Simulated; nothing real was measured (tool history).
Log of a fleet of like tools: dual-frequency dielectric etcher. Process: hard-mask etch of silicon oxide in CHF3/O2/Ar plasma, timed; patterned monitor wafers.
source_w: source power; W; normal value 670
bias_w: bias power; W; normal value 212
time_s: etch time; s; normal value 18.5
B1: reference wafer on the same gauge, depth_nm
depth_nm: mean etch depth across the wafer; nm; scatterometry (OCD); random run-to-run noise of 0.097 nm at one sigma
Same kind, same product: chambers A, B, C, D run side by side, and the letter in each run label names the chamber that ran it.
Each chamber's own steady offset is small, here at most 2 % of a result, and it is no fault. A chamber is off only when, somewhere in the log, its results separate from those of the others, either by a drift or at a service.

run 1B hour=3.1 | source_w=670 bias_w=212 time_s=18.5 | B1=47.701 | depth_nm=40.098
run 2C hour=7.2 | source_w=670 bias_w=212 time_s=18.5 | B1=47.695 | depth_nm=40.46
run 3D hour=10 | source_w=670 bias_w=212 time_s=18.5 | B1=47.716 | depth_nm=41.026
run 4A hour=14.9 | source_w=670 bias_w=212 time_s=18.5 | B1=47.684 | depth_nm=40.393
run 5D hour=18.2 | source_w=670 bias_w=212 time_s=18.5 | B1=47.693 | depth_nm=40.782
run 6C hour=20.6 | source_w=670 bias_w=212 time_s=18.5 | B1=47.706 | depth_nm=40.31
run 7B hour=24.7 | source_w=670 bias_w=212 time_s=18.5 | B1=47.706 | depth_nm=40.231
run 8A hour=29 | source_w=670 bias_w=212 time_s=18.5 | B1=47.68 | depth_nm=40.513
run 9B hour=33.7 | source_w=670 bias_w=212 time_s=18.5 | B1=47.695 | depth_nm=40.008
run 10C hour=35.9 | source_w=670 bias_w=212 time_s=18.5 | B1=47.689 | depth_nm=40.439
run 11D hour=39.4 | source_w=670 bias_w=212 time_s=18.5 | B1=47.709 | depth_nm=40.986
run 12A hour=42.3 | source_w=670 bias_w=212 time_s=18.5 | B1=47.69 | depth_nm=40.49
-- hour=44.5 chamber B: bias power generator calibrated
run 13C hour=46.3 | source_w=670 bias_w=212 time_s=18.5 | B1=47.678 | depth_nm=40.359
run 14D hour=50.2 | source_w=670 bias_w=212 time_s=18.5 | B1=47.713 | depth_nm=40.965
run 15A hour=55 | source_w=670 bias_w=212 time_s=18.5 | B1=47.7 | depth_nm=40.495
run 16B hour=57.2 | source_w=670 bias_w=212 time_s=18.5 | B1=47.684 | depth_nm=39.459
run 17D hour=61 | source_w=670 bias_w=212 time_s=18.5 | B1=47.706 | depth_nm=40.923
run 18B hour=64.5 | source_w=670 bias_w=212 time_s=18.5 | B1=47.69 | depth_nm=39.493
run 19A hour=68.7 | source_w=670 bias_w=212 time_s=18.5 | B1=47.706 | depth_nm=40.353
run 20C hour=72.3 | source_w=670 bias_w=212 time_s=18.5 | B1=47.663 | depth_nm=40.325
run 21B hour=77 | source_w=670 bias_w=212 time_s=18.5 | B1=47.712 | depth_nm=39.523
-- hour=77.3 chamber B: wet clean of the chamber
run 22A hour=81 | source_w=670 bias_w=212 time_s=18.5 | B1=47.671 | depth_nm=40.369
run 23D hour=83.8 | source_w=670 bias_w=212 time_s=18.5 | B1=47.68 | depth_nm=40.96
run 24C hour=86.3 | source_w=670 bias_w=212 time_s=18.5 | B1=47.706 | depth_nm=40.316
run 25D hour=91.1 | source_w=670 bias_w=212 time_s=18.5 | B1=47.721 | depth_nm=41.024
run 26C hour=93.7 | source_w=670 bias_w=212 time_s=18.5 | B1=47.706 | depth_nm=40.5
run 27B hour=96.5 | source_w=670 bias_w=212 time_s=18.5 | B1=47.656 | depth_nm=39.339
run 28A hour=99.8 | source_w=670 bias_w=212 time_s=18.5 | B1=47.712 | depth_nm=40.416
run 29A hour=102.2 | source_w=670 bias_w=212 time_s=18.5 | B1=47.7 | depth_nm=40.411
run 30C hour=106.4 | source_w=670 bias_w=212 time_s=18.5 | B1=47.684 | depth_nm=40.506
run 31D hour=109.6 | source_w=670 bias_w=212 time_s=18.5 | B1=47.685 | depth_nm=41.027
-- hour=111.7 chamber A: wet clean of the chamber
run 32B hour=112 | source_w=670 bias_w=258 time_s=13 | B1=47.681 | depth_nm=29.681
run 33C hour=114.4 | source_w=670 bias_w=258 time_s=13 | B1=47.694 | depth_nm=30.464
run 34D hour=117.9 | source_w=670 bias_w=258 time_s=13 | B1=47.724 | depth_nm=30.719
run 35B hour=120.7 | source_w=670 bias_w=258 time_s=13 | B1=47.685 | depth_nm=29.621
run 36A hour=125 | source_w=670 bias_w=212 time_s=18.5 | B1=47.702 | depth_nm=40.417
run 37D hour=128.8 | source_w=670 bias_w=212 time_s=18.5 | B1=47.681 | depth_nm=40.936
run 38C hour=133.5 | source_w=670 bias_w=212 time_s=18.5 | B1=47.718 | depth_nm=40.325
run 39A hour=136.4 | source_w=670 bias_w=212 time_s=21 | B1=47.714 | depth_nm=45.793

Is one chamber out of step, is the gauge drifting, or do the chambers differ by no more than their own small offsets? For an off chamber, give its letter and the likeliest cause.

The work done on chamber B during a service left it standing apart from the others.
Likeliest cause: bias power that arrives under what is set, % = 4.84.

Here are 4 candidates for chamber B's next run, each the usual settings with a change, their results left as question marks. Which one brings its results back in line with what the others give on the usual settings?
Allowed miss from the other chambers' usual-settings mean, per result, to count as in line: depth_nm 0.34 nm
run 40B-1 hour=139.9 | source_w=670 bias_w=211 time_s=18 | depth_nm=?
run 40B-2 hour=139.9 | source_w=670 bias_w=181 time_s=18.5 | depth_nm=?
run 40B-3 hour=139.9 | source_w=700 bias_w=219 time_s=18.5 | depth_nm=?
run 40B-4 hour=139.9 | source_w=670 bias_w=214 time_s=19.5 | depth_nm=?

Other chambers, usual settings, mean: depth_nm 40.573 nm
run=40B-1 depth_nm=38.338
run=40B-2 depth_nm=37.453
run=40B-3 depth_nm=40.571
run=40B-4 depth_nm=41.731
40B-3 brings the chamber back in line.
